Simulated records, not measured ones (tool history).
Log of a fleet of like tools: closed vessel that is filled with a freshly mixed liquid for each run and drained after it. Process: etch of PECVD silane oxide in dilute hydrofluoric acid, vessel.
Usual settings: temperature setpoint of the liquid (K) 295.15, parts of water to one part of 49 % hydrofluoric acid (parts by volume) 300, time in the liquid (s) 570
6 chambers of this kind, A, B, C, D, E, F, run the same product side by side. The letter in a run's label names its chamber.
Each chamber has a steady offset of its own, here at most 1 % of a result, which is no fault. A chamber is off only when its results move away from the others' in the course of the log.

run,hour,temperature setpoint of the liquid (K),parts of water to one part of 49 % hydrofluoric acid (parts by volume),time in the liquid (s),"read-back film thickness of the PECVD silane oxide reference wafer, read on the same gauge (nm)",thickness taken off the PECVD silane oxide on a monitor wafer (nm)
# hour 7.8: chamber F: hydrofluoric acid flow meter replaced
1B,11.9,295.15,300,570,40.000,30.380
# hour 17.4: chamber F: thermometer replaced
2D,19.3,295.15,300,570,40.023,30.096
3E,29.8,295.15,300,570,40.015,30.708
4C,40.4,295.15,300,570,39.983,30.239
5A,51.4,295.15,300,570,40.016,30.706
# hour 51.9: chamber A: thermometer replaced
6F,60.8,295.15,300,570,39.984,30.459
7E,71.5,295.15,300,570,39.975,30.423
8D,83.4,295.15,300,570,39.962,30.255
9B,95.2,295.15,300,570,40.001,30.384
10A,103.9,295.15,300,570,39.987,30.837
11F,109.7,295.15,355,570,40.035,24.431
12C,117.0,295.15,355,570,39.981,24.179
13A,128.2,295.15,355,570,39.991,24.536
14D,137.5,295.15,355,570,40.006,24.317
15C,147.6,295.15,355,570,40.001,24.021
16E,158.5,295.15,355,570,40.003,24.714
17B,168.8,295.15,300,570,39.939,30.459
18F,177.2,295.15,300,570,40.023,30.290
19D,184.8,299.65,300,570,40.025,35.366
20E,190.8,299.65,300,570,40.028,36.349
# hour 195.7: chamber B: hydrofluoric acid flow meter replaced
21A,198.8,299.65,300,570,40.059,35.818
22B,206.7,299.65,300,570,39.964,35.368
23F,216.0,299.65,300,570,40.015,35.585
24C,224.5,299.65,300,570,40.009,35.376
25D,232.9,295.15,300,570,39.966,30.453
26F,242.3,295.15,300,570,39.947,30.383
27A,252.6,295.15,300,570,39.983,30.867
28E,263.2,295.15,300,570,40.003,31.482
# hour 267.6: chamber C: thermometer replaced
29C,270.4,295.15,300,570,39.984,30.255
30B,280.6,295.15,300,570,40.000,30.458
31D,291.4,295.15,300,570,40.020,30.458
32E,299.8,295.15,445,570,39.979,18.808
33C,305.9,295.15,445,570,39.981,17.592
34A,316.5,295.15,445,570,40.018,18.174
35F,325.2,295.15,445,570,40.008,17.978
36B,333.1,295.15,445,570,39.989,18.163
37C,338.3,295.15,445,570,39.999,17.692
38B,344.8,295.15,225,465,39.995,35.715
39A,351.2,295.15,225,465,39.979,35.496
40D,356.9,295.15,225,465,39.985,35.652
41F,365.6,295.15,225,465,40.003,35.535
42E,374.3,295.15,225,465,39.966,38.041
43A,380.5,295.15,225,465,40.013,36.020
44D,389.8,295.15,300,570,39.964,30.293

All 6 chambers run these settings next. Forecast each chamber's results:
45A,398.3,295.15,300,570,,?
45B,398.3,295.15,300,570,,?
45C,398.3,295.15,300,570,,?
45D,398.3,295.15,300,570,,?
45E,398.3,295.15,300,570,,?
45F,398.3,295.15,300,570,,?

run,thickness taken off the PECVD silane oxide on a monitor wafer (nm)
45A,30.738
45B,30.344
45C,30.290
45D,30.318
45E,32.728
45F,30.487
